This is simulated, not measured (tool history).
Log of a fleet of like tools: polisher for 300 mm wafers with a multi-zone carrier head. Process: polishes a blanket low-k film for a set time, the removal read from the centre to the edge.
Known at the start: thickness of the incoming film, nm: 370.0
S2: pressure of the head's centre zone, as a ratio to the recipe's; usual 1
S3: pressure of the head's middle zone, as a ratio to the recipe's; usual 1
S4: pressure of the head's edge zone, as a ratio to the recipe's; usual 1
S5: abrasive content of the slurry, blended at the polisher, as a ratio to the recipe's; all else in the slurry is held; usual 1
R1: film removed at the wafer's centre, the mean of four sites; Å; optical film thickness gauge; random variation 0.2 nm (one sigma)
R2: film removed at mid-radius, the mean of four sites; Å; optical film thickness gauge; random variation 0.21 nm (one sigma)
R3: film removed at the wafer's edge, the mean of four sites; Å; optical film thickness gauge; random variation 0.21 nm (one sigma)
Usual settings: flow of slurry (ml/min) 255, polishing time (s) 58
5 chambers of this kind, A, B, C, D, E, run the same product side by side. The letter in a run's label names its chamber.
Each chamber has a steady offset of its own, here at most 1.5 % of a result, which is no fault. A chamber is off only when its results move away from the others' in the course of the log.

At hour 0.4: chamber E: worn pad replaced by a new one.
Run 1E, hour 13: usual settings. Result: R1 176.51 Å, R2 181.84 Å, R3 176.09 Å.
At hour 14.2: chamber D: worn pad replaced by a new one.
Run 2B, hour 26: usual settings. Result: R1 177.65 Å, R2 179.86 Å, R3 175.92 Å.
Run 3A, hour 36: usual settings. Result: R1 181.91 Å, R2 178.09 Å, R3 178.4 Å.
At hour 36.7: chamber B: worn pad replaced by a new one.
At hour 37.7: chamber A: worn pad replaced by a new one.
At hour 40.5: chamber A: slurry nozzle cleaned.
Run 4D, hour 42.6: usual settings. Result: R1 177.58 Å, R2 177.63 Å, R3 179.74 Å.
Run 5C, hour 49.6: usual settings. Result: R1 178.89 Å, R2 181.4 Å, R3 176.41 Å.
Run 6A, hour 56.1: usual settings. Result: R1 181.52 Å, R2 184.24 Å, R3 177.63 Å.
At hour 62.4: chamber C: worn pad replaced by a new one.
Run 7C, hour 65: usual settings. Result: R1 183.34 Å, R2 182.56 Å, R3 178.7 Å.
At hour 68.2: chamber E: worn pad replaced by a new one.
At hour 72: chamber D: worn pad replaced by a new one.
Run 8D, hour 77.2: usual settings. Result: R1 179.71 Å, R2 181.05 Å, R3 178.39 Å.
Run 9B, hour 85.7: usual settings. Result: R1 185.91 Å, R2 178.23 Å, R3 181.92 Å.
Run 10E, hour 97.3: usual settings. Result: R1 174.25 Å, R2 184.18 Å, R3 178.67 Å.
Run 11C, hour 104.2: usual settings. Result: R1 182.99 Å, R2 176.59 Å, R3 178.9 Å.
At hour 107.9: chamber B: worn pad replaced by a new one.
Run 12E, hour 110.8: usual settings. Result: R1 177.33 Å, R2 178.75 Å, R3 179.04 Å.
At hour 113.5: chamber C: centre zone pressure recalibrated.
At hour 113.8: chamber C: edge zone pressure recalibrated.
Run 13D, hour 118.1: usual settings. Result: R1 177.57 Å, R2 178 Å, R3 178.03 Å.
At hour 121.4: chamber C: worn pad replaced by a new one.
At hour 125.3: chamber D: worn pad replaced by a new one.
At hour 127.7: chamber A: worn pad replaced by a new one.
Run 14A, hour 130.6: usual settings. Result: R1 178.98 Å, R2 179.08 Å, R3 181.41 Å.
At hour 140: chamber E: worn pad replaced by a new one.
Run 15B, hour 140.3: usual settings. Result: R1 184.68 Å, R2 179.42 Å, R3 175.15 Å.
At hour 151: chamber D: slurry nozzle cleaned.
Run 16E, hour 152.8: usual settings. Result: R1 180.78 Å, R2 183.56 Å, R3 177.68 Å.
Run 17D, hour 161.7: usual settings but S2 1.09, polishing time (s) 40. Result: R1 135.62 Å, R2 122.85 Å, R3 124.6 Å.
Run 18A, hour 168.9: usual settings but S2 1.09, polishing time (s) 40. Result: R1 137.19 Å, R2 124.29 Å, R3 120.88 Å.
At hour 176.5: chamber E: slurry nozzle cleaned.
Run 19B, hour 177: usual settings but S2 1.09, polishing time (s) 40. Result: R1 141.1 Å, R2 123.28 Å, R3 123.26 Å.
Run 20C, hour 183.7: usual settings but S2 1.09, polishing time (s) 40. Result: R1 137.81 Å, R2 123.82 Å, R3 123.85 Å.
At hour 187.5: chamber B: edge zone pressure recalibrated.
At hour 188.1: chamber C: worn pad replaced by a new one.
At hour 189.1: chamber B: worn pad replaced by a new one.
At hour 190.9: chamber D: worn pad replaced by a new one.
Run 21E, hour 193.9: usual settings but S2 1.09, polishing time (s) 40. Result: R1 134.44 Å, R2 125.99 Å, R3 121.32 Å.
Run 22D, hour 202.7: usual settings but S5 0.9. Result: R1 174.13 Å, R2 171.69 Å, R3 171.26 Å.
At hour 205.1: chamber E: worn pad replaced by a new one.
At hour 206.2: chamber A: worn pad replaced by a new one.
Run 23C, hour 210: usual settings but S5 0.9. Result: R1 174.54 Å, R2 173.62 Å, R3 173.48 Å.
Run 24B, hour 221.1: usual settings but S5 0.9. Result: R1 180.98 Å, R2 169.62 Å, R3 169.97 Å.
Run 25A, hour 228.2: usual settings but S5 0.9. Result: R1 171.1 Å, R2 167.77 Å, R3 172.56 Å.
Run 26E, hour 239.9: usual settings but S5 0.9. Result: R1 170.65 Å, R2 172.36 Å, R3 170.22 Å.
At hour 240.5: chamber B: slurry nozzle cleaned.
At hour 247.2: chamber D: worn pad replaced by a new one.
Run 27C, hour 251.1: usual settings but S3 0.93, S4 0.89. Result: R1 177.75 Å, R2 164.23 Å, R3 167.51 Å.
Run 28D, hour 257.5: usual settings but S3 0.93, S4 0.89. Result: R1 177.92 Å, R2 167.75 Å, R3 167.78 Å.
At hour 262.8: chamber C: worn pad replaced by a new one.
Run 29A, hour 267.4: usual settings but S3 0.93, S4 0.89. Result: R1 182.37 Å, R2 168.8 Å, R3 170.11 Å.
Run 30B, hour 274.1: usual settings but S3 0.93, S4 0.89. Result: R1 194.57 Å, R2 167.96 Å, R3 166.08 Å.
At hour 274.2: chamber B: worn pad replaced by a new one.
Run 31C, hour 283.9: usual settings but S3 0.93, S4 0.89. Result: R1 181.77 Å, R2 168.55 Å, R3 167.39 Å.
Run 32B, hour 290.7: usual settings. Result: R1 196.02 Å, R2 181.53 Å, R3 176.98 Å.

What goes on in this fleet: one chamber off, a drifting gauge, or nothing beyond the chambers' own small offsets? Name the chamber and the cause, if any.

Chamber B drifts away from the others.
Cause: centre zone's pressure above its setpoint, % = 9.43.

Here are 4 candidates for chamber B's next run, each the usual settings with a change, their results left as question marks. Which one brings its results back in line with what the others give on the usual settings?
In line means no further than this from the other chambers' mean on the usual settings: R1 7 Å; R2 7.5 Å; R3 7.4 Å
Run 33B-1, hour 300.1: usual settings but flow of slurry (ml/min) 265, S2 1.16, S3 0.96, S4 0.95, polishing time (s) 60. Result: R1 ?, R2 ?, R3 ?.
Run 33B-2, hour 300.1: usual settings but flow of slurry (ml/min) 260, S2 1.08, S3 0.98, S4 0.97, polishing time (s) 59. Result: R1 ?, R2 ?, R3 ?.
Run 33B-3, hour 300.1: usual settings but flow of slurry (ml/min) 250, S2 0.92, S3 1.02, S4 1.03, polishing time (s) 57. Result: R1 ?, R2 ?, R3 ?.
Run 33B-4, hour 300.1: usual settings but flow of slurry (ml/min) 245, S2 0.85, S3 1.03, S4 1.05, polishing time (s) 57. Result: R1 ?, R2 ?, R3 ?.

The other chambers' mean on the usual settings: R1 179.56 Å; R2 179.61 Å; R3 179.36 Å
  run     R1      R2      R3
33B-1  240.7  179.33  181.35
33B-2  218.6  179.41  179.92
33B-3  176.4  179.19  178.69
33B-4  161.2  180.46  180.19
33B-3 brings the chamber back in line.
